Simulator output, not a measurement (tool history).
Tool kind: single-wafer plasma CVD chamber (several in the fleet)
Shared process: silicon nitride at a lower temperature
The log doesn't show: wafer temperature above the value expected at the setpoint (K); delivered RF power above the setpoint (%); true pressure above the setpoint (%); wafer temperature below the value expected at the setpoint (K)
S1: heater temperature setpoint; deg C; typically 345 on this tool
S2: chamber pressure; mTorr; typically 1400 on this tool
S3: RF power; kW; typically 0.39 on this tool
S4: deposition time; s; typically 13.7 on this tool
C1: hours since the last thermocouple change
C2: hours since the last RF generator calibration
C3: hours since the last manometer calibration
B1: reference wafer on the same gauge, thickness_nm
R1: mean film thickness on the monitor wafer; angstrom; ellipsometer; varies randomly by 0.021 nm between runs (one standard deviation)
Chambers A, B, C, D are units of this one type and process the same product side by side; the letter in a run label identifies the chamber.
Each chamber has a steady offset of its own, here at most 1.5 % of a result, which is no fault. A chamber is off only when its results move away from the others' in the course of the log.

run 1B hour=3.4 | S1=345 S2=1400 S3=0.39 S4=13.7 | C1=1364.5 C2=208.1 C3=205 | B1=18.296 | R1=185.32
run 2C hour=8.3 | S1=345 S2=1400 S3=0.39 S4=13.7 | C1=1446.6 C2=1384.5 C3=648.5 | B1=18.292 | R1=186.24
run 3A hour=14.9 | S1=345 S2=1400 S3=0.39 S4=13.7 | C1=1723.6 C2=980.7 C3=1637.4 | B1=18.3 | R1=184.17
run 4D hour=21.6 | S1=345 S2=1400 S3=0.39 S4=13.7 | C1=2421.3 C2=230 C3=1186.4 | B1=18.293 | R1=185.35
run 5B hour=25.4 | S1=345 S2=1400 S3=0.39 S4=13.7 | C1=1386.5 C2=230.1 C3=227 | B1=18.291 | R1=184.98
run 6D hour=30.4 | S1=345 S2=1400 S3=0.39 S4=13.7 | C1=2430.1 C2=238.8 C3=1195.2 | B1=18.288 | R1=185.5
run 7A hour=34.7 | S1=345 S2=1400 S3=0.39 S4=13.7 | C1=1743.4 C2=1000.5 C3=1657.2 | B1=18.282 | R1=183.9
run 8C hour=40.5 | S1=345 S2=1250 S3=0.39 S4=13.7 | C1=1478.8 C2=1416.7 C3=680.7 | B1=18.285 | R1=181.08
run 9A hour=47.4 | S1=345 S2=1250 S3=0.39 S4=13.7 | C1=1756.1 C2=1013.2 C3=1669.9 | B1=18.28 | R1=178.06
run 10D hour=52.7 | S1=345 S2=1250 S3=0.39 S4=13.7 | C1=2452.4 C2=261.1 C3=1217.5 | B1=18.275 | R1=179.17
run 11C hour=57 | S1=345 S2=1250 S3=0.39 S4=13.7 | C1=1495.3 C2=1433.2 C3=697.2 | B1=18.281 | R1=180.69
run 12B hour=63.6 | S1=345 S2=1400 S3=0.39 S4=13.7 | C1=1424.7 C2=268.3 C3=265.2 | B1=18.275 | R1=184.71
run 13B hour=68.1 | S1=345 S2=1610 S3=0.39 S4=15.8 | C1=1429.2 C2=272.8 C3=269.7 | B1=18.272 | R1=222.01
-- hour=68.5 chamber A: thermocouple changed; heater temperature recalibrated
run 14A hour=72.2 | S1=345 S2=1610 S3=0.39 S4=15.8 | C1=3.8 C2=1038 C3=1694.7 | B1=18.275 | R1=220.81
run 15D hour=78.3 | S1=345 S2=1610 S3=0.39 S4=15.8 | C1=2478 C2=286.7 C3=1243.1 | B1=18.271 | R1=221.68
run 16C hour=84.2 | S1=345 S2=1610 S3=0.39 S4=15.8 | C1=1522.5 C2=1460.4 C3=724.4 | B1=18.269 | R1=223.38
run 17C hour=88.4 | S1=345 S2=1400 S3=0.39 S4=13.7 | C1=1526.7 C2=1464.6 C3=728.6 | B1=18.264 | R1=186.9
run 18D hour=92.7 | S1=345 S2=1400 S3=0.39 S4=13.7 | C1=2492.4 C2=301.1 C3=1257.5 | B1=18.263 | R1=185.45
run 19A hour=96.6 | S1=359 S2=1400 S3=0.39 S4=13.7 | C1=28.2 C2=1062.4 C3=1719.1 | B1=18.259 | R1=182.68
run 20B hour=102.1 | S1=359 S2=1400 S3=0.39 S4=13.7 | C1=1463.2 C2=306.8 C3=303.7 | B1=18.258 | R1=183.81
run 21C hour=107.7 | S1=359 S2=1400 S3=0.39 S4=13.7 | C1=1546 C2=1483.9 C3=747.9 | B1=18.257 | R1=185.35
run 22D hour=111.6 | S1=359 S2=1400 S3=0.39 S4=13.7 | C1=2511.3 C2=320 C3=1276.4 | B1=18.26 | R1=183.73
run 23B hour=117.1 | S1=345 S2=1400 S3=0.39 S4=13.7 | C1=1478.2 C2=321.8 C3=318.7 | B1=18.257 | R1=184.94
run 24A hour=123.2 | S1=345 S2=1400 S3=0.39 S4=13.7 | C1=54.8 C2=1089 C3=1745.7 | B1=18.252 | R1=184.02
run 25B hour=128.9 | S1=345 S2=1400 S3=0.39 S4=13.7 | C1=1490 C2=333.6 C3=330.5 | B1=18.25 | R1=184.73
run 26C hour=133.7 | S1=345 S2=1400 S3=0.39 S4=13.7 | C1=1572 C2=1509.9 C3=773.9 | B1=18.25 | R1=186.42
-- hour=134.9 chamber D: thermocouple changed; heater temperature recalibrated
run 27D hour=140.2 | S1=345 S2=1400 S3=0.39 S4=13.7 | C1=5.3 C2=348.6 C3=1305 | B1=18.244 | R1=184.8
run 28A hour=144.2 | S1=345 S2=1400 S3=0.39 S4=13.7 | C1=75.8 C2=1110 C3=1766.7 | B1=18.246 | R1=183.62
run 29A hour=151.5 | S1=339 S2=1400 S3=0.39 S4=12.3 | C1=83.1 C2=1117.3 C3=1774 | B1=18.242 | R1=165.52
run 30B hour=158.1 | S1=339 S2=1400 S3=0.39 S4=12.3 | C1=1519.2 C2=362.8 C3=359.7 | B1=18.24 | R1=166.03
run 31C hour=165.1 | S1=339 S2=1400 S3=0.39 S4=12.3 | C1=1603.4 C2=1541.3 C3=805.3 | B1=18.24 | R1=167.25
run 32D hour=171.1 | S1=339 S2=1400 S3=0.39 S4=12.3 | C1=36.2 C2=379.5 C3=1335.9 | B1=18.233 | R1=166.6
run 33C hour=176.3 | S1=345 S2=1400 S3=0.39 S4=13.7 | C1=1614.6 C2=1552.5 C3=816.5 | B1=18.23 | R1=186.16
run 34A hour=182.1 | S1=345 S2=1400 S3=0.39 S4=13.7 | C1=113.7 C2=1147.9 C3=1804.6 | B1=18.231 | R1=183.74
run 35D hour=185.7 | S1=345 S2=1400 S3=0.39 S4=13.7 | C1=50.8 C2=394.1 C3=1350.5 | B1=18.225 | R1=184.68
run 36B hour=189.2 | S1=345 S2=1400 S3=0.39 S4=13.7 | C1=1550.3 C2=393.9 C3=390.8 | B1=18.228 | R1=184.31
run 37D hour=194.3 | S1=345 S2=1400 S3=0.39 S4=12.6 | C1=59.4 C2=402.7 C3=1359.1 | B1=18.232 | R1=169.92
run 38A hour=198.3 | S1=345 S2=1400 S3=0.39 S4=12.6 | C1=129.9 C2=1164.1 C3=1820.8 | B1=18.219 | R1=168.54
run 39C hour=204.2 | S1=345 S2=1400 S3=0.39 S4=12.6 | C1=1642.5 C2=1580.4 C3=844.4 | B1=18.221 | R1=170.9
run 40B hour=211.2 | S1=345 S2=1400 S3=0.39 S4=12.6 | C1=1572.3 C2=415.9 C3=412.8 | B1=18.222 | R1=169.73
run 41C hour=217.9 | S1=345 S2=1400 S3=0.39 S4=13.7 | C1=1656.2 C2=1594.1 C3=858.1 | B1=18.214 | R1=185.96
run 42A hour=221.1 | S1=345 S2=1400 S3=0.39 S4=13.7 | C1=152.7 C2=1186.9 C3=1843.6 | B1=18.218 | R1=183.62

Next, all 4 chambers run the settings below, one line each with question marks for the results. What does each chamber give?
run 43A hour=226.4 | S1=345 S2=1400 S3=0.39 S4=13.7 | R1=?
run 43B hour=226.4 | S1=345 S2=1400 S3=0.39 S4=13.7 | R1=?
run 43C hour=226.4 | S1=345 S2=1400 S3=0.39 S4=13.7 | R1=?
run 43D hour=226.4 | S1=345 S2=1400 S3=0.39 S4=13.7 | R1=?

run=43A R1=183.65
run=43B R1=184.07
run=43C R1=186.09
run=43D R1=184.57
